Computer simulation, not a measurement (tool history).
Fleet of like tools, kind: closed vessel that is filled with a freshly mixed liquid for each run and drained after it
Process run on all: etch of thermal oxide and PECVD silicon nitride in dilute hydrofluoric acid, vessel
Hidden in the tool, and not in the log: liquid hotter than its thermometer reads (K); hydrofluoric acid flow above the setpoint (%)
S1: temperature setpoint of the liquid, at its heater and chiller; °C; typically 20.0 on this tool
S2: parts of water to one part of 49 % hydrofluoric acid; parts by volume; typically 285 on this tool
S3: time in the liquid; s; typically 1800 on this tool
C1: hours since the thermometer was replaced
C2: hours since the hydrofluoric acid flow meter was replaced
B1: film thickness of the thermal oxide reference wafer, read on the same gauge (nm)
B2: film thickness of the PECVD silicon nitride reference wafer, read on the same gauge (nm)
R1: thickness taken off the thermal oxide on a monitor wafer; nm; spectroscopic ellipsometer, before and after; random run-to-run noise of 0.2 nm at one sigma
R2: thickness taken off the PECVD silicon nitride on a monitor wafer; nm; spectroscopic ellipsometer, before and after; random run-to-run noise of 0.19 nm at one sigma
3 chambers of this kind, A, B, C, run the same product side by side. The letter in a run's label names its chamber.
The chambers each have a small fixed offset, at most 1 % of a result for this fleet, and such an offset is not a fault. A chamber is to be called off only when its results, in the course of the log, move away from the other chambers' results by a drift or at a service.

{"run": "1A", "day": 0.388, "S1": 20.0, "S2": 285, "S3": 1800, "C1": 454.7, "C2": 100.1, "B1": 130.0, "B2": 100.01, "R1": 20.888, "R2": 25.307}
{"run": "2B", "day": 0.788, "S1": 20.0, "S2": 285, "S3": 1800, "C1": 612.6, "C2": 1239.8, "B1": 130.0, "B2": 99.994, "R1": 21.258, "R2": 25.509}
{"run": "3C", "day": 1.133, "S1": 20.0, "S2": 285, "S3": 1800, "C1": 347.2, "C2": 627.2, "B1": 130.01, "B2": 100.02, "R1": 20.905, "R2": 25.603}
{"run": "4A", "day": 1.454, "S1": 20.0, "S2": 285, "S3": 1800, "C1": 480.3, "C2": 125.7, "B1": 130.02, "B2": 100.02, "R1": 20.935, "R2": 25.694}
{"day": 1.783, "done": "chamber A: thermometer replaced"}
{"run": "5C", "day": 1.825, "S1": 17.5, "S2": 285, "S3": 1375, "C1": 363.8, "C2": 643.8, "B1": 129.98, "B2": 99.981, "R1": 14.535, "R2": 16.614}
{"day": 2.112, "done": "chamber B: hydrofluoric acid flow meter replaced"}
{"run": "6B", "day": 2.142, "S1": 17.5, "S2": 285, "S3": 1375, "C1": 645.1, "C2": 0.7, "B1": 130.02, "B2": 100.01, "R1": 14.657, "R2": 16.486}
{"run": "7A", "day": 2.417, "S1": 17.5, "S2": 285, "S3": 1375, "C1": 15.2, "C2": 148.8, "B1": 130.03, "B2": 100.01, "R1": 14.673, "R2": 16.453}
{"run": "8C", "day": 2.675, "S1": 20.0, "S2": 285, "S3": 1800, "C1": 384.2, "C2": 664.2, "B1": 129.98, "B2": 100.02, "R1": 21.031, "R2": 25.492}
{"run": "9B", "day": 2.908, "S1": 20.0, "S2": 285, "S3": 1800, "C1": 663.5, "C2": 19.1, "B1": 130.02, "B2": 100.0, "R1": 21.119, "R2": 25.299}
{"run": "10C", "day": 3.129, "S1": 20.0, "S2": 285, "S3": 1800, "C1": 395.1, "C2": 675.1, "B1": 130.0, "B2": 100.01, "R1": 20.938, "R2": 25.52}
{"run": "11A", "day": 3.5, "S1": 20.0, "S2": 285, "S3": 1800, "C1": 41.2, "C2": 174.8, "B1": 130.01, "B2": 100.0, "R1": 20.911, "R2": 25.783}
{"run": "12B", "day": 3.796, "S1": 20.0, "S2": 285, "S3": 1800, "C1": 684.8, "C2": 40.4, "B1": 130.02, "B2": 100.01, "R1": 21.312, "R2": 25.381}
{"run": "13C", "day": 4.021, "S1": 20.0, "S2": 285, "S3": 1800, "C1": 416.5, "C2": 696.5, "B1": 130.01, "B2": 99.984, "R1": 21.284, "R2": 25.703}
{"run": "14B", "day": 4.408, "S1": 20.0, "S2": 360, "S3": 1800, "C1": 699.5, "C2": 55.1, "B1": 129.96, "B2": 100.01, "R1": 15.719, "R2": 20.444}
{"run": "15A", "day": 4.7, "S1": 20.0, "S2": 360, "S3": 1800, "C1": 70.0, "C2": 203.6, "B1": 129.97, "B2": 99.984, "R1": 15.563, "R2": 20.255}
{"run": "16B", "day": 5.021, "S1": 20.0, "S2": 360, "S3": 1800, "C1": 714.2, "C2": 69.8, "B1": 129.99, "B2": 100.02, "R1": 15.723, "R2": 20.097}
{"run": "17A", "day": 5.296, "S1": 20.0, "S2": 285, "S3": 1800, "C1": 84.3, "C2": 217.9, "B1": 130.0, "B2": 100.02, "R1": 21.232, "R2": 25.438}
{"run": "18C", "day": 5.512, "S1": 20.0, "S2": 285, "S3": 1800, "C1": 452.3, "C2": 732.3, "B1": 130.01, "B2": 99.993, "R1": 21.53, "R2": 25.891}
{"run": "19B", "day": 5.742, "S1": 20.0, "S2": 285, "S3": 1800, "C1": 731.5, "C2": 87.1, "B1": 130.0, "B2": 99.991, "R1": 21.054, "R2": 25.652}
{"run": "20A", "day": 6.088, "S1": 20.0, "S2": 285, "S3": 1800, "C1": 103.3, "C2": 236.9, "B1": 130.03, "B2": 100.01, "R1": 20.844, "R2": 25.675}
{"run": "21C", "day": 6.325, "S1": 22.0, "S2": 285, "S3": 1800, "C1": 471.8, "C2": 751.8, "B1": 130.02, "B2": 100.04, "R1": 23.731, "R2": 29.928}
{"run": "22B", "day": 6.658, "S1": 22.0, "S2": 285, "S3": 1800, "C1": 753.5, "C2": 109.1, "B1": 129.99, "B2": 99.98, "R1": 22.366, "R2": 28.891}
{"day": 6.754, "done": "chamber B: thermometer replaced"}
{"run": "23C", "day": 6.867, "S1": 22.0, "S2": 285, "S3": 1800, "C1": 484.8, "C2": 764.8, "B1": 130.02, "B2": 100.01, "R1": 23.839, "R2": 29.871}
{"run": "24A", "day": 7.108, "S1": 20.0, "S2": 285, "S3": 1800, "C1": 127.8, "C2": 261.4, "B1": 130.02, "B2": 100.01, "R1": 21.045, "R2": 25.302}
{"run": "25B", "day": 7.308, "S1": 20.0, "S2": 285, "S3": 1800, "C1": 13.4, "C2": 124.7, "B1": 130.0, "B2": 100.01, "R1": 21.094, "R2": 25.2}
{"run": "26C", "day": 7.546, "S1": 20.0, "S2": 285, "S3": 1800, "C1": 501.1, "C2": 781.1, "B1": 130.01, "B2": 100.02, "R1": 22.554, "R2": 26.621}
{"run": "27A", "day": 7.775, "S1": 20.0, "S2": 285, "S3": 1800, "C1": 143.8, "C2": 277.4, "B1": 130.02, "B2": 100.0, "R1": 20.961, "R2": 25.422}
{"run": "28B", "day": 8.088, "S1": 20.0, "S2": 385, "S3": 810, "C1": 32.1, "C2": 143.4, "B1": 129.99, "B2": 100.02, "R1": 6.4294, "R2": 8.4857}
{"run": "29A", "day": 8.35, "S1": 20.0, "S2": 385, "S3": 810, "C1": 157.6, "C2": 291.2, "B1": 130.01, "B2": 100.0, "R1": 6.4245, "R2": 8.5821}
{"run": "30C", "day": 8.708, "S1": 20.0, "S2": 385, "S3": 810, "C1": 529.0, "C2": 809.0, "B1": 130.01, "B2": 100.0, "R1": 6.8982, "R2": 9.1493}
{"run": "31A", "day": 9.062, "S1": 20.0, "S2": 285, "S3": 1400, "C1": 174.7, "C2": 308.3, "B1": 130.01, "B2": 99.998, "R1": 16.344, "R2": 19.959}

One chamber off, gauge drift, or nothing amiss beyond the chambers' own small offsets? If it is a chamber, which one, and what is the likeliest cause?

It is chamber C that slowly wanders off from its peers.
Most likely cause: hydrofluoric acid flow above the setpoint (%) = 7.49.

Here are 4 candidates for chamber C's next run, each the usual settings with a change, their results left as question marks. Which one brings its results back in line with what the others give on the usual settings?
Allowed miss from the other chambers' usual-settings mean, per result, to count as in line: R1 0.6800 nm; R2 0.6800 nm
{"run": "32C-1", "day": 9.354, "S1": 20.5, "S2": 310, "S3": 1705, "R1": "?", "R2": "?"}
{"run": "32C-2", "day": 9.354, "S1": 19.5, "S2": 265, "S3": 1845, "R1": "?", "R2": "?"}
{"run": "32C-3", "day": 9.354, "S1": 19.5, "S2": 260, "S3": 1885, "R1": "?", "R2": "?"}
{"run": "32C-4", "day": 9.354, "S1": 20.5, "S2": 305, "S3": 1750, "R1": "?", "R2": "?"}

Usual-settings mean across the other chambers: R1 20.9740 nm; R2 25.4180 nm
run=32C-1 R1=20.1180 R2=24.5990
run=32C-2 R1=25.5560 R2=29.1280
run=32C-3 R1=26.7310 R2=30.3160
run=32C-4 R1=21.0800 R2=25.6530
The right change is 32C-4: it brings the chamber back within the allowed miss of the others.
